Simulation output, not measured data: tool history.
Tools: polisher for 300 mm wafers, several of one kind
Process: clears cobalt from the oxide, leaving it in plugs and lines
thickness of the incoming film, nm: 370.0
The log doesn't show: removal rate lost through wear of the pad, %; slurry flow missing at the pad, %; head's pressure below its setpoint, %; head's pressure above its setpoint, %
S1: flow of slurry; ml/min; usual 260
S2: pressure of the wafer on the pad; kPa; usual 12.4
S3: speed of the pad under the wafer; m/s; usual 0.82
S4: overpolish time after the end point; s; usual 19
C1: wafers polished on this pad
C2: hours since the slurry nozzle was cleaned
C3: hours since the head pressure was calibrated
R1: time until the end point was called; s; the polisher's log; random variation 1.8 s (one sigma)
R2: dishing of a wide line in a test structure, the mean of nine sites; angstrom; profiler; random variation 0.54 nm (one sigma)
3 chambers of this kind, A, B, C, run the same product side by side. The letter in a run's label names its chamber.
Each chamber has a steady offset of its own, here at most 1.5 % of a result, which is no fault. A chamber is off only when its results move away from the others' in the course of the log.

-- hour=1.7 chamber C: head pressure recalibrated
run 1B hour=7.9 | S1=260 S2=12.4 S3=0.82 S4=19 | C1=634 C2=115 C3=228.9 | R1=119.86 R2=417.16
run 2C hour=14.6 | S1=260 S2=12.4 S3=0.82 S4=19 | C1=666 C2=33.7 C3=12.9 | R1=118.21 R2=417.82
run 3A hour=25.4 | S1=260 S2=12.4 S3=0.82 S4=19 | C1=601 C2=57.9 C3=1008 | R1=116.18 R2=413.07
run 4B hour=34.8 | S1=260 S2=12.4 S3=0.82 S4=19 | C1=858 C2=141.9 C3=255.8 | R1=117.88 R2=416.67
-- hour=36.5 chamber C: worn pad replaced by a new one
run 5A hour=45.3 | S1=260 S2=12.4 S3=0.82 S4=19 | C1=767 C2=77.8 C3=1027.9 | R1=118.72 R2=411.43
run 6C hour=51.4 | S1=260 S2=12.4 S3=0.82 S4=19 | C1=123 C2=70.5 C3=49.7 | R1=116.45 R2=411.29
-- hour=56.5 chamber B: worn pad replaced by a new one
-- hour=58 chamber A: worn pad replaced by a new one
run 7C hour=61.3 | S1=260 S2=12.4 S3=0.82 S4=19 | C1=206 C2=80.4 C3=59.6 | R1=115.99 R2=409.08
run 8A hour=68.1 | S1=260 S2=12.4 S3=0.82 S4=19 | C1=84 C2=100.6 C3=1050.7 | R1=118.25 R2=407.76
run 9B hour=77.1 | S1=260 S2=12.4 S3=0.82 S4=19 | C1=171 C2=184.2 C3=298.1 | R1=116.42 R2=408.06
run 10C hour=88.7 | S1=260 S2=12.4 S3=0.82 S4=14 | C1=434 C2=107.8 C3=87 | R1=117.9 R2=325.31
run 11B hour=97.5 | S1=260 S2=12.4 S3=0.82 S4=14 | C1=341 C2=204.6 C3=318.5 | R1=121.42 R2=329.95
run 12A hour=107.4 | S1=260 S2=12.4 S3=0.82 S4=14 | C1=411 C2=139.9 C3=1090 | R1=124.44 R2=332.28
run 13B hour=116 | S1=260 S2=12.4 S3=0.82 S4=19 | C1=494 C2=223.1 C3=337 | R1=121.02 R2=423.87
run 14A hour=128.7 | S1=260 S2=12.4 S3=0.82 S4=19 | C1=588 C2=161.2 C3=1111.3 | R1=125.31 R2=408.79
-- hour=129.6 chamber C: worn pad replaced by a new one
run 15C hour=139.7 | S1=260 S2=12.4 S3=0.82 S4=19 | C1=84 C2=158.8 C3=138 | R1=118.71 R2=416.15
run 16A hour=152.7 | S1=260 S2=12.4 S3=0.82 S4=19 | C1=788 C2=185.2 C3=1135.3 | R1=125.99 R2=388.93
run 17C hour=165.5 | S1=260 S2=12.4 S3=0.82 S4=19 | C1=299 C2=184.6 C3=163.8 | R1=119.98 R2=415.66
-- hour=167.2 chamber A: worn pad replaced by a new one
-- hour=175.1 chamber B: worn pad replaced by a new one
run 18B hour=177.1 | S1=260 S2=12.4 S3=0.82 S4=19 | C1=17 C2=284.2 C3=398.1 | R1=121.64 R2=407.34
run 19C hour=189.9 | S1=230 S2=12.4 S3=0.82 S4=23 | C1=502 C2=209 C3=188.2 | R1=122.74 R2=458.95
run 20A hour=200.8 | S1=230 S2=12.4 S3=0.82 S4=23 | C1=279 C2=233.3 C3=1183.4 | R1=132.02 R2=430.4
run 21B hour=213.9 | S1=230 S2=12.4 S3=0.82 S4=23 | C1=323 C2=321 C3=434.9 | R1=120.88 R2=461.87

What goes on in this fleet: one chamber off, a drifting gauge, or nothing beyond the chambers' own small offsets? Name the chamber and the cause, if any.

Chamber A drifts away from the others.
Cause: head's pressure below its setpoint, % = 11.1.

Here are 4 candidates for chamber A's next run, each the usual settings with a change, their results left as question marks. Which one brings its results back in line with what the others give on the usual settings?
In line means no further than this from the other chambers' mean on the usual settings: R1 6.3 s; R2 19 angstrom
run 22A-1 hour=223.2 | S1=255 S2=11 S3=0.72 S4=20 | R1=? R2=?
run 22A-2 hour=223.2 | S1=260 S2=13.1 S3=0.86 S4=19 | R1=? R2=?
run 22A-3 hour=223.2 | S1=265 S2=13.8 S3=0.92 S4=19 | R1=? R2=?
run 22A-4 hour=223.2 | S1=260 S2=11.7 S3=0.78 S4=19 | R1=? R2=?

The other chambers' mean on the usual settings: R1 119.5 s; R2 411.81 angstrom
run=22A-1 R1=171.39 R2=330.62
run=22A-2 R1=120.72 R2=408.46
run=22A-3 R1=107.03 R2=441.75
run=22A-4 R1=148.65 R2=353.34
22A-2 brings the chamber back in line.

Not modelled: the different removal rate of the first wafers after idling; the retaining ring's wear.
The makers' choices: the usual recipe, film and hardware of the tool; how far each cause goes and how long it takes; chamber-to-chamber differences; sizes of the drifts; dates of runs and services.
